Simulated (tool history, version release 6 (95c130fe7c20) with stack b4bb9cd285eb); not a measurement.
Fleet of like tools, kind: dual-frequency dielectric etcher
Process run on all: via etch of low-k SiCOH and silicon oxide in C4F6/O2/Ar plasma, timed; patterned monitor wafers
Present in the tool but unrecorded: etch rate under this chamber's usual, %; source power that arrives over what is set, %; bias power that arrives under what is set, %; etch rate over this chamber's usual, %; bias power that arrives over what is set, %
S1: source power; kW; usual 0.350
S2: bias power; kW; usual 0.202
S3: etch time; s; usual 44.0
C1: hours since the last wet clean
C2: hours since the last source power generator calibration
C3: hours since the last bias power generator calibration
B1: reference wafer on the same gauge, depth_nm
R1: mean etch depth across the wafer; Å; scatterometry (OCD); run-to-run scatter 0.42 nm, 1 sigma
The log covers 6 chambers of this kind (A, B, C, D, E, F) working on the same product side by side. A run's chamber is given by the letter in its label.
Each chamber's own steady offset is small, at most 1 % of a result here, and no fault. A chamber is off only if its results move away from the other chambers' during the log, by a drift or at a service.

run,day,S1,S2,S3,C1,C2,C3,B1,R1
1E,0.125,0.350,0.202,44.0,620.8,2294.8,918.1,121.91,1127.20
2A,0.317,0.350,0.202,44.0,404.5,2206.4,498.3,122.04,1127.70
3B,0.471,0.350,0.202,44.0,385.3,1877.5,1721.7,122.02,1126.60
4F,0.633,0.350,0.202,44.0,275.0,82.6,216.3,121.91,1127.00
5D,0.817,0.350,0.202,44.0,94.0,3800.7,568.3,122.11,1120.10
6C,0.996,0.350,0.202,44.0,306.2,1768.2,1785.6,122.06,1119.10
7D,1.221,0.350,0.202,44.0,103.7,3810.4,578.0,121.98,1123.00
8F,1.350,0.350,0.202,44.0,292.2,99.8,233.5,121.94,1126.50
# day 1.554: chamber E: wet clean of the chamber
9B,1.567,0.350,0.202,44.0,411.6,1903.8,1748.0,122.07,1131.00
10A,1.779,0.350,0.239,37.5,439.6,2241.5,533.4,121.96,1019.50
11C,1.896,0.350,0.239,37.5,327.8,1789.8,1807.2,121.93,1008.60
12E,2.067,0.350,0.239,37.5,12.4,2341.4,964.7,121.92,1012.40
13A,2.262,0.350,0.239,37.5,451.2,2253.1,545.0,121.91,1020.10
14F,2.375,0.350,0.239,37.5,316.8,124.4,258.1,122.01,1015.70
15C,2.496,0.350,0.239,37.5,342.2,1804.2,1821.6,121.90,1009.90
16B,2.608,0.350,0.202,44.0,436.6,1928.8,1773.0,121.90,1135.20
17D,2.825,0.350,0.202,44.0,142.2,3848.9,616.5,121.96,1120.90
18E,2.979,0.350,0.202,44.0,34.3,2363.3,986.6,122.01,1132.50
19A,3.142,0.350,0.202,44.0,472.3,2274.2,566.1,122.07,1127.40
20C,3.275,0.350,0.202,44.0,360.9,1822.9,1840.3,122.01,1122.40
21B,3.421,0.350,0.202,44.0,456.1,1948.3,1792.5,121.97,1131.90
# day 3.533: chamber C: wet clean of the chamber
22F,3.546,0.350,0.202,44.0,344.9,152.5,286.2,121.95,1127.00
# day 3.608: chamber A: wet clean of the chamber
23E,3.733,0.350,0.183,50.5,52.4,2381.4,1004.7,122.01,1251.70
24D,3.933,0.350,0.183,50.5,168.8,3875.5,643.1,121.98,1249.20
25F,4.108,0.350,0.183,50.5,358.4,166.0,299.7,121.97,1255.30
26B,4.329,0.350,0.183,50.5,477.9,1970.1,1814.3,122.00,1268.90
27D,4.454,0.350,0.183,50.5,181.3,3888.0,655.6,122.07,1251.50
28E,4.646,0.350,0.183,50.5,74.3,2403.3,1026.6,122.00,1251.40
29C,4.800,0.350,0.202,44.0,30.4,1859.5,1876.9,122.13,1110.90
30A,4.933,0.390,0.202,35.0,31.8,2317.2,609.1,122.11,898.41
31A,5.092,0.390,0.202,35.0,35.6,2321.0,612.9,121.94,904.75
32B,5.283,0.390,0.202,35.0,500.8,1993.0,1837.2,122.09,934.12
33C,5.421,0.390,0.202,35.0,45.3,1874.4,1891.8,122.14,925.03
34F,5.567,0.390,0.202,35.0,393.4,201.0,334.7,121.95,939.27
35E,5.767,0.390,0.202,35.0,101.2,2430.2,1053.5,121.97,936.05
36D,5.975,0.350,0.202,44.0,217.8,3924.5,692.1,122.02,1128.00
37A,6.200,0.350,0.202,44.0,62.2,2347.6,639.5,122.02,1087.10
# day 6.308: chamber F: wet clean of the chamber
38B,6.379,0.350,0.233,44.0,527.1,2019.3,1863.5,121.95,1180.20
39D,6.612,0.350,0.233,44.0,233.1,3939.8,707.4,121.91,1174.00
40E,6.829,0.350,0.233,44.0,126.7,2455.7,1079.0,122.05,1180.80
41C,6.946,0.350,0.233,44.0,81.9,1911.0,1928.4,122.04,1172.70
42F,7.100,0.350,0.233,44.0,19.0,237.8,371.5,121.95,1183.00
43E,7.275,0.350,0.233,44.0,137.4,2466.4,1089.7,122.14,1178.80

For the next run the whole fleet of 6 chambers uses the same settings. Give each chamber's results:
44A,7.450,0.350,0.176,44.0,,,,,?
44B,7.450,0.350,0.176,44.0,,,,,?
44C,7.450,0.350,0.176,44.0,,,,,?
44D,7.450,0.350,0.176,44.0,,,,,?
44E,7.450,0.350,0.176,44.0,,,,,?
44F,7.450,0.350,0.176,44.0,,,,,?

run,R1
44A,1037.90
44B,1078.60
44C,1072.80
44D,1078.00
44E,1083.20
44F,1077.00
